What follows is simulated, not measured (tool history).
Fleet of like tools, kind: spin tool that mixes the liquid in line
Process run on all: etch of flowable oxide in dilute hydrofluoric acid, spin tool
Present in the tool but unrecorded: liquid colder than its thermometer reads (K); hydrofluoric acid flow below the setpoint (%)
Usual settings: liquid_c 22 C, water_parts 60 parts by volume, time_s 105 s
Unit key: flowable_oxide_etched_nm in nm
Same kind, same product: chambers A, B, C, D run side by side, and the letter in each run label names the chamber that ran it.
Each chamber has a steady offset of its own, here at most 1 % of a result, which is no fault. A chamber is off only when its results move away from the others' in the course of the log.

run,hour,liquid_c,water_parts,time_s,hours since the thermometer was replaced,hours since the hydrofluoric acid flow meter was replaced,"read-back film thickness of the flowable oxide reference wafer, read on the same gauge (nm)",flowable_oxide_etched_nm
1A,3.6,22,60,105,802.8,244.8,70.024,58.5
2D,7.5,22,60,105,25.9,137.3,70.03,58.09
3B,13,22,60,105,1961.8,372,70.003,58.03
4C,17.9,22,60,105,51.9,658.3,70.002,58.135
5B,21.4,22,60,105,1970.2,380.4,70.016,58.363
6D,24.6,22,60,105,43,154.4,70.041,58.254
7C,30.2,26,60,40,64.2,670.6,70.023,26.145
8A,33.6,26,60,40,832.8,274.8,70.019,26.278
9D,39.2,26,60,40,57.6,169,70.004,25.99
10C,45.3,26,60,40,79.3,685.7,70.041,25.992
11A,51.4,22,60,105,850.6,292.6,70.004,58.71
12B,56.6,22,60,105,2005.4,415.6,70.001,58.512
13B,63.2,22,60,105,2012,422.2,69.987,57.984
14C,69,22,70,165,103,709.4,70.014,76.836
15D,72.5,22,70,165,90.9,202.3,70.034,77.592
16A,77.6,22,70,165,876.8,318.8,70.028,77.749
17C,81.6,22,70,165,115.6,722,70.004,77.273
18B,88.2,22,60,105,2037,447.2,70.042,58.514
19A,92,22,60,105,891.2,333.2,70.005,58.032
20D,96,22,60,105,114.4,225.8,70.003,58.187
21D,102.2,22,60,105,120.6,232,69.968,58.392
22C,106.7,22,60,105,140.7,747.1,69.973,58.229
23B,112.2,22,60,105,2061,471.2,70.019,58.193
24A,115.6,22,60,105,914.8,356.8,70.009,58.398
25D,120.7,18.5,80,105,139.1,250.5,70.009,36.708
26A,127.1,18.5,80,105,926.3,368.3,70.036,37.584
27B,130.5,18.5,80,105,2079.3,489.5,70.007,36.675
28C,137,18.5,80,105,171,777.4,69.987,36.616
29D,140.3,22,60,105,158.7,270.1,69.961,58.513
30A,143.7,22,60,105,942.9,384.9,70.017,58.242
31C,146.9,25,60,80,180.9,787.3,69.992,50.193
32B,152.6,25,60,80,2101.4,511.6,69.989,50.558
33A,157.4,25,60,80,956.6,398.6,70.004,50.476
34B,162.6,25,60,80,2111.4,521.6,70.024,49.997
35C,167.7,22,60,105,201.7,808.1,69.986,57.963

Each of the 4 chambers runs these same settings next. Fill in every chamber's results:
36A,172.4,22,60,105,,,,?
36B,172.4,22,60,105,,,,?
36C,172.4,22,60,105,,,,?
36D,172.4,22,60,105,,,,?

run,flowable_oxide_etched_nm
36A,58.733
36B,58.127
36C,57.91
36D,58.518
